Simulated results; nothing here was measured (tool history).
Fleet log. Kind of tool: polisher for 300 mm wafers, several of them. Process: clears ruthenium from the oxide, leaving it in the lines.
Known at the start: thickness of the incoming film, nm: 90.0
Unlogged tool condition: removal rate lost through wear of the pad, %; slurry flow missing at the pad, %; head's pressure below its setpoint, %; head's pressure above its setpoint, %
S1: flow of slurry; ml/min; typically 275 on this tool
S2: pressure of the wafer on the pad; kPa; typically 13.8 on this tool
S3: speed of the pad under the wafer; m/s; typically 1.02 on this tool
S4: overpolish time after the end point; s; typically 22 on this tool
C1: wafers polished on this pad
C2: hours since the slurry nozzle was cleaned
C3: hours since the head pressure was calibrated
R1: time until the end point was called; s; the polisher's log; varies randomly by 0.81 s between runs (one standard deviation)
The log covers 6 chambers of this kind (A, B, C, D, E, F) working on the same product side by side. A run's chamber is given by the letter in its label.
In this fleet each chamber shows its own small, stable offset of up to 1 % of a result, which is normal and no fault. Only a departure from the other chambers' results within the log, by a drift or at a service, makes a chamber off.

run	hour	S1	S2	S3	S4	C1	C2	C3	R1
# hour 5.2: chamber A: worn pad replaced by a new one
1B	12.1	275	13.8	1.02	22	900	281.2	68.3	85.54
# hour 19.3: chamber C: worn pad replaced by a new one
2D	24.3	275	13.8	1.02	22	494	32.7	170.4	83.868
# hour 36.3: chamber E: slurry nozzle cleaned
3C	40.4	275	13.8	1.02	22	284	651.9	345.3	84.118
# hour 51.8: chamber B: worn pad replaced by a new one
4F	54.4	275	13.8	1.02	22	944	181.2	482.2	85.077
5E	70.9	275	13.8	1.02	22	1003	34.6	1205.7	82.714
6A	85.9	275	11.7	1.02	29	1086	347.6	331.2	98.583
# hour 92: chamber E: worn pad replaced by a new one
7F	95.8	275	11.7	1.02	29	1501	222.6	523.6	98.557
# hour 104.5: chamber F: worn pad replaced by a new one
# hour 104.6: chamber D: worn pad replaced by a new one
8D	110.7	275	11.7	1.02	29	82	119.1	256.8	99.374
# hour 114.3: chamber C: worn pad replaced by a new one
9E	117.9	275	11.7	1.02	29	349	81.6	1252.7	98.465
# hour 129.2: chamber A: worn pad replaced by a new one
# hour 130.2: chamber F: head pressure recalibrated
10A	130.8	275	11.7	1.02	29	22	392.5	376.1	99.456
11C	144.7	275	11.7	1.02	29	409	756.2	449.6	99.268
# hour 157.1: chamber B: worn pad replaced by a new one
12B	159	275	13.8	1.26	29	26	428.1	215.2	68.087
13E	171.5	275	13.8	1.26	29	1069	135.2	1306.3	67.807
# hour 176.6: chamber C: slurry nozzle cleaned
# hour 180.4: chamber E: head pressure recalibrated
14C	180.4	275	13.8	1.26	29	889	3.9	485.3	68.685
15F	188.5	275	13.8	1.26	29	1130	315.3	58.4	69.047
# hour 190.3: chamber E: worn pad replaced by a new one
# hour 196.7: chamber F: worn pad replaced by a new one
16B	204.2	275	13.8	1.26	29	634	473.3	260.4	68.088
# hour 208.7: chamber D: worn pad replaced by a new one
17A	220.1	275	13.8	1.26	29	1222	481.8	465.4	70.246
# hour 221: chamber C: worn pad replaced by a new one
18D	233.4	275	13.8	1.02	22	332	241.8	379.5	83.216
# hour 240.2: chamber A: worn pad replaced by a new one
19E	242.3	275	13.8	1.02	22	699	206	62	83.583
# hour 253.9: chamber B: slurry nozzle cleaned
# hour 255.6: chamber B: worn pad replaced by a new one
20B	256.6	275	13.8	1.02	22	13	2.8	312.8	84.079
21D	267.6	275	13.8	1.02	22	792	276	413.7	83.352
22A	279.6	275	13.8	1.02	22	530	541.3	524.9	87.827
23C	290.9	275	13.8	1.02	22	940	114.4	595.8	83.591
24F	301.1	275	13.8	1.02	29	1404	427.9	171	82.261
# hour 302.2: chamber E: worn pad replaced by a new one
# hour 313.7: chamber F: worn pad replaced by a new one
# hour 314.5: chamber D: worn pad replaced by a new one
25D	315.1	275	13.8	1.02	29	8	323.5	461.2	83.585
26A	323	275	13.8	1.02	29	1114	584.7	568.3	86.31
# hour 324: chamber C: worn pad replaced by a new one
27F	338.1	275	13.8	1.02	29	328	464.9	208	83.726
28B	351.6	275	13.8	1.02	29	1290	97.8	407.8	83.711
# hour 354.2: chamber B: worn pad replaced by a new one
# hour 358: chamber A: worn pad replaced by a new one
29E	367.9	275	13.8	1.02	29	883	331.6	187.6	83.919
30C	382.8	275	13.8	1.02	22	790	206.3	687.7	83.584
31B	397.2	275	13.8	1.02	22	579	143.4	453.4	84.788
32E	404.9	275	13.8	1.02	22	1381	368.6	224.6	84.028
# hour 408.4: chamber E: worn pad replaced by a new one
# hour 408.6: chamber D: worn pad replaced by a new one
33A	417.6	275	15.9	1.02	13	801	679.3	662.9	78.573
# hour 425.2: chamber C: worn pad replaced by a new one
34D	427	275	15.9	1.02	13	248	435.4	573.1	73.087
# hour 428.6: chamber F: worn pad replaced by a new one
35C	436.9	275	15.9	1.02	13	158	260.4	741.8	72.644
# hour 441.7: chamber D: head pressure recalibrated
36F	452.1	275	15.9	1.02	13	317	578.9	322	73.102
37A	465.7	275	15.9	1.02	13	1448	727.4	711	78.517
# hour 472.5: chamber B: worn pad replaced by a new one
38E	478.9	275	15.9	1.02	13	947	442.6	298.6	73.525
39F	486.4	275	13.8	1.02	22	778	613.2	356.3	83.184
40D	501.5	275	13.8	1.02	22	1249	509.9	59.8	84.082
41B	510.7	275	13.8	1.02	22	514	256.9	566.9	82.788
# hour 518.3: chamber C: worn pad replaced by a new one
42C	521.2	275	13.8	1.02	22	39	344.7	826.1	83.685
43C	532.5	275	13.8	1.02	22	191	356	837.4	85.344
# hour 539.8: chamber F: worn pad replaced by a new one
44F	541.3	275	13.8	1.02	22	20	668.1	411.2	83.64

Is one chamber off against the others, does the gauge drift, or is nothing wrong? If a chamber is off, say which, and what the likeliest cause is.

Little by little, chamber A moves away from the other chambers.
Likeliest cause: head's pressure below its setpoint, % = 8.48.

Here are 4 candidates for chamber A's next run, each the usual settings with a change, their results left as question marks. Which one brings its results back in line with what the others give on the usual settings?
Counts as in line when no further than this from what the other chambers average on the usual settings: R1 2.8 s
45A-1	553.2	275	13.8	0.92	22				?
45A-2	553.2	275	14.5	1.06	22				?
45A-3	553.2	275	15.9	1.02	22				?
45A-4	553.2	275	11.7	1.02	22				?

Mean of the other chambers on the usual settings: R1 83.839 s
run	R1
45A-1	102.47
45A-2	84.702
45A-3	80.406
45A-4	108.62
45A-2 brings the chamber back in line.

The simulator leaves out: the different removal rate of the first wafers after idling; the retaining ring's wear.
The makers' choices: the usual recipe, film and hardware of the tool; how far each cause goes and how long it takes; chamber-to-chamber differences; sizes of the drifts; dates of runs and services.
